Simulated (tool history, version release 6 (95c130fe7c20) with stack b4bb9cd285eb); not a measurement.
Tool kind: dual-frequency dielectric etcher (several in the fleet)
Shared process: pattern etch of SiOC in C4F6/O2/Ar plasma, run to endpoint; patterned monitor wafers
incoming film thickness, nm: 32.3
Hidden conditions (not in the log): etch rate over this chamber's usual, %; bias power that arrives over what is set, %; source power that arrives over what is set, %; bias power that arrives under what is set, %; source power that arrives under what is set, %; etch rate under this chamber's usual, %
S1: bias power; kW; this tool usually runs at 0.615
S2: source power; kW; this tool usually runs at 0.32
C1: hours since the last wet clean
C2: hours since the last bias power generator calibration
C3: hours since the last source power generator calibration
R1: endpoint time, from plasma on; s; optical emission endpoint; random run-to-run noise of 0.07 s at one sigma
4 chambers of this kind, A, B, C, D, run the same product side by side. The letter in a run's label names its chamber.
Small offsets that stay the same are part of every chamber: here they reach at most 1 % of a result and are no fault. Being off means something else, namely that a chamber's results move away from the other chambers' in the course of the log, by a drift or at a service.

run   hour     S1    S2     C1      C2      C3      R1
 1A    8.9  0.615  0.32  200.7  1655.7  2362.7  10.953
 2B   14.6  0.615  0.32  206.8  3942.2   638.2  10.818
 3D   20.7  0.615  0.32    415  1197.3    2278  10.751
 4C   26.4  0.615  0.32  244.6  4324.6  2700.6  10.878
 5D   35.5  0.615  0.32  429.8  1212.1  2292.8  10.632
 6B   40.9  0.615  0.32  233.1  3968.5   664.5  10.927
 7C   46.2  0.615  0.32  264.4  4344.4  2720.4  10.823
 8A   54.8  0.715  0.28  246.6  1701.6  2408.6  10.772
 9D   64.9  0.715  0.28  459.2  1241.5  2322.2   10.65
10C     70  0.715  0.28  288.2  4368.2  2744.2  10.842
11B   78.3  0.715  0.28  270.5  4005.9   701.9  10.719
12A   84.8  0.615  0.32  276.6  1731.6  2438.6   10.94
13A   93.5  0.615  0.32  285.3  1740.3  2447.3  10.871
14C   99.2  0.615  0.32  317.4  4397.4  2773.4  10.909
15D    108  0.615  0.32  502.3  1284.6  2365.3  10.745
16B  117.9  0.615  0.32  310.1  4045.5   741.5  10.792
17A  125.9  0.615  0.32  317.7  1772.7  2479.7  10.881
18D  134.6  0.615  0.32  528.9  1311.2  2391.9  10.881
19B  144.5  0.615   0.3  336.7  4072.1   768.1  10.939
     151.3  -- chamber C: wet clean of the chamber
20C  152.4  0.615   0.3    1.2  4450.6  2826.6  11.151
     159.7  -- chamber D: wet clean of the chamber
21B  160.7  0.615   0.3  352.9  4088.3   784.3  11.095
22A  169.5  0.615   0.3  361.3  1816.3  2523.3  11.057
23D    180  0.764  0.32   20.3  1356.6  2437.3  10.475
24C  189.7  0.764  0.32   38.5  4487.9  2863.9  10.064
25C  195.4  0.764  0.32   44.2  4493.6  2869.6   10.07
26A  204.4  0.764  0.32  396.2  1851.2  2558.2  9.9725
     209.3  -- chamber C: bias power generator calibrated
27D  211.8    0.5  0.39   52.1  1388.4  2469.1  11.391
28B  216.8    0.5  0.39    409  4144.4   840.4  10.921
29B  226.2    0.5  0.39  418.4  4153.8   849.8  10.906
30D    232    0.5  0.39   72.3  1408.6  2489.3  11.281
     235.5  -- chamber B: bias power generator calibrated
31C  239.4  0.615  0.32   88.2    30.1  2913.6  10.948
32A  244.3  0.759   0.4  436.1  1891.1  2598.1  9.3255
33C  250.1  0.759   0.4   98.9    40.8  2924.3   9.363
34A  254.8  0.759   0.4  446.6  1901.6  2608.6  9.1591
35B  262.2  0.759   0.4  454.4    26.8   885.8  9.2666
36D    269  0.615  0.32  109.3  1445.6  2526.3  11.344
37C  277.7  0.669  0.32  126.5    68.4  2951.9  10.583

Is one chamber out of step, is the gauge drifting, or do the chambers differ by no more than their own small offsets? For an off chamber, give its letter and the likeliest cause.

The work done on chamber D during a service left it standing apart from the others.
Cause: etch rate under this chamber's usual, % = 5.13.

Here are 4 candidates for chamber D's next run, each the usual settings with a change, their results left as question marks. Which one brings its results back in line with what the others give on the usual settings?
Counts as in line when no further than this from what the other chambers average on the usual settings: R1 0.24 s
38D-1  285.2  0.584   0.3               ?
38D-2  285.2  0.682  0.35               ?
38D-3  285.2  0.615  0.26               ?
38D-4  285.2  0.646  0.34               ?

Mean of the other chambers on the usual settings: R1 10.922 s
  run      R1
38D-1  11.878
38D-2  10.554
38D-3   12.27
38D-4  10.898
38D-4 puts the chamber back in line with the other chambers.
